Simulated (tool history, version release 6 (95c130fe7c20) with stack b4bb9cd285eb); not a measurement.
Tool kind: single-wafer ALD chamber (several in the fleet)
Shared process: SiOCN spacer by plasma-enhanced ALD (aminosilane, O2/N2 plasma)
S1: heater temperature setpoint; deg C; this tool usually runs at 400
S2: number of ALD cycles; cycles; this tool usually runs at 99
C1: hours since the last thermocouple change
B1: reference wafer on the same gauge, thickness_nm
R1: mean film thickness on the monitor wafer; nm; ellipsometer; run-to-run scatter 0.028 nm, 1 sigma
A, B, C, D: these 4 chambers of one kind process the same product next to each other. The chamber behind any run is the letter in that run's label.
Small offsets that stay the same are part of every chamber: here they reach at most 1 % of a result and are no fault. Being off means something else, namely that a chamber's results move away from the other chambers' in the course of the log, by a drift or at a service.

{"run": "1A", "day": 0.183, "S1": 400, "S2": 99, "C1": 1003, "B1": 6.4619, "R1": 6.0055}
{"run": "2D", "day": 0.454, "S1": 400, "S2": 99, "C1": 656.6, "B1": 6.4505, "R1": 5.9997}
{"run": "3B", "day": 0.779, "S1": 400, "S2": 99, "C1": 1148.4, "B1": 6.4616, "R1": 5.9193}
{"run": "4C", "day": 1.117, "S1": 400, "S2": 99, "C1": 495.9, "B1": 6.4621, "R1": 5.9131}
{"run": "5A", "day": 1.354, "S1": 410, "S2": 107, "C1": 1031.1, "B1": 6.4571, "R1": 6.2597}
{"run": "6B", "day": 1.675, "S1": 410, "S2": 107, "C1": 1169.9, "B1": 6.4554, "R1": 6.2503}
{"run": "7C", "day": 1.904, "S1": 410, "S2": 107, "C1": 514.8, "B1": 6.4561, "R1": 6.2215}
{"run": "8D", "day": 2.212, "S1": 410, "S2": 107, "C1": 698.8, "B1": 6.4673, "R1": 6.3128}
{"run": "9B", "day": 2.475, "S1": 400, "S2": 109, "C1": 1189.1, "B1": 6.4623, "R1": 6.5167}
{"run": "10D", "day": 2.696, "S1": 400, "S2": 109, "C1": 710.4, "B1": 6.4546, "R1": 6.5656}
{"run": "11C", "day": 2.862, "S1": 400, "S2": 109, "C1": 537.8, "B1": 6.4596, "R1": 6.4815}
{"run": "12A", "day": 3.088, "S1": 400, "S2": 109, "C1": 1072.7, "B1": 6.4636, "R1": 6.6005}
{"run": "13C", "day": 3.271, "S1": 386, "S2": 92, "C1": 547.6, "B1": 6.4613, "R1": 5.5082}
{"run": "14B", "day": 3.575, "S1": 386, "S2": 92, "C1": 1215.5, "B1": 6.4593, "R1": 5.5274}
{"run": "15A", "day": 3.746, "S1": 386, "S2": 92, "C1": 1088.5, "B1": 6.4573, "R1": 5.5543}
{"run": "16D", "day": 4.05, "S1": 386, "S2": 92, "C1": 742.9, "B1": 6.46, "R1": 5.57}
{"run": "17C", "day": 4.329, "S1": 400, "S2": 99, "C1": 573, "B1": 6.4666, "R1": 5.9527}
{"run": "18B", "day": 4.612, "S1": 400, "S2": 99, "C1": 1240.4, "B1": 6.4626, "R1": 5.9475}
{"run": "19D", "day": 4.888, "S1": 409, "S2": 87, "C1": 763, "B1": 6.4642, "R1": 5.0961}
{"run": "20A", "day": 5.179, "S1": 409, "S2": 87, "C1": 1122.9, "B1": 6.4665, "R1": 5.116}
{"run": "21A", "day": 5.421, "S1": 409, "S2": 87, "C1": 1128.7, "B1": 6.4644, "R1": 5.1034}
{"run": "22C", "day": 5.621, "S1": 409, "S2": 87, "C1": 604, "B1": 6.4625, "R1": 5.0812}
{"run": "23B", "day": 5.938, "S1": 400, "S2": 99, "C1": 1272.2, "B1": 6.4646, "R1": 5.9662}
{"run": "24D", "day": 6.104, "S1": 400, "S2": 99, "C1": 792.2, "B1": 6.4594, "R1": 6.0611}
{"run": "25C", "day": 6.329, "S1": 392, "S2": 99, "C1": 621, "B1": 6.4546, "R1": 5.9018}
{"run": "26B", "day": 6.479, "S1": 392, "S2": 99, "C1": 1285.2, "B1": 6.4587, "R1": 5.9545}
{"run": "27A", "day": 6.812, "S1": 392, "S2": 99, "C1": 1162.1, "B1": 6.4601, "R1": 6.0354}
{"run": "28D", "day": 7.154, "S1": 392, "S2": 99, "C1": 817.4, "B1": 6.4628, "R1": 6.0188}
{"run": "29C", "day": 7.417, "S1": 400, "S2": 99, "C1": 647.1, "B1": 6.4636, "R1": 5.9356}
{"run": "30B", "day": 7.646, "S1": 400, "S2": 99, "C1": 1313.2, "B1": 6.4638, "R1": 5.9303}
{"run": "31D", "day": 7.933, "S1": 412, "S2": 99, "C1": 836.1, "B1": 6.4626, "R1": 5.8007}
{"run": "32A", "day": 8.083, "S1": 412, "S2": 99, "C1": 1192.6, "B1": 6.4613, "R1": 5.7271}
{"run": "33B", "day": 8.321, "S1": 412, "S2": 99, "C1": 1329.4, "B1": 6.4691, "R1": 5.7201}
{"run": "34D", "day": 8.642, "S1": 412, "S2": 99, "C1": 853.1, "B1": 6.458, "R1": 5.7656}
{"run": "35A", "day": 8.896, "S1": 400, "S2": 99, "C1": 1212.1, "B1": 6.4512, "R1": 5.9921}
{"run": "36C", "day": 9.246, "S1": 400, "S2": 99, "C1": 691, "B1": 6.4608, "R1": 5.9448}
{"run": "37D", "day": 9.442, "S1": 400, "S2": 99, "C1": 872.3, "B1": 6.4671, "R1": 6.0325}
{"run": "38B", "day": 9.662, "S1": 400, "S2": 99, "C1": 1361.6, "B1": 6.4652, "R1": 5.9503}
{"run": "39A", "day": 9.879, "S1": 400, "S2": 99, "C1": 1235.7, "B1": 6.4612, "R1": 6.076}
{"run": "40C", "day": 10.046, "S1": 400, "S2": 99, "C1": 710.2, "B1": 6.4535, "R1": 5.9057}
{"run": "41D", "day": 10.379, "S1": 400, "S2": 99, "C1": 894.8, "B1": 6.4661, "R1": 5.9906}
{"run": "42C", "day": 10.6, "S1": 387, "S2": 90, "C1": 723.5, "B1": 6.466, "R1": 5.4116}
{"run": "43A", "day": 10.838, "S1": 387, "S2": 90, "C1": 1258.7, "B1": 6.4606, "R1": 5.4221}
{"run": "44B", "day": 11.112, "S1": 387, "S2": 90, "C1": 1396.4, "B1": 6.4605, "R1": 5.4026}

One chamber off, gauge drift, or nothing amiss beyond the chambers' own small offsets? If it is a chamber, which one, and what is the likeliest cause?

No chamber is off and the gauge is stable; the differences are just each chamber's small, constant offset.
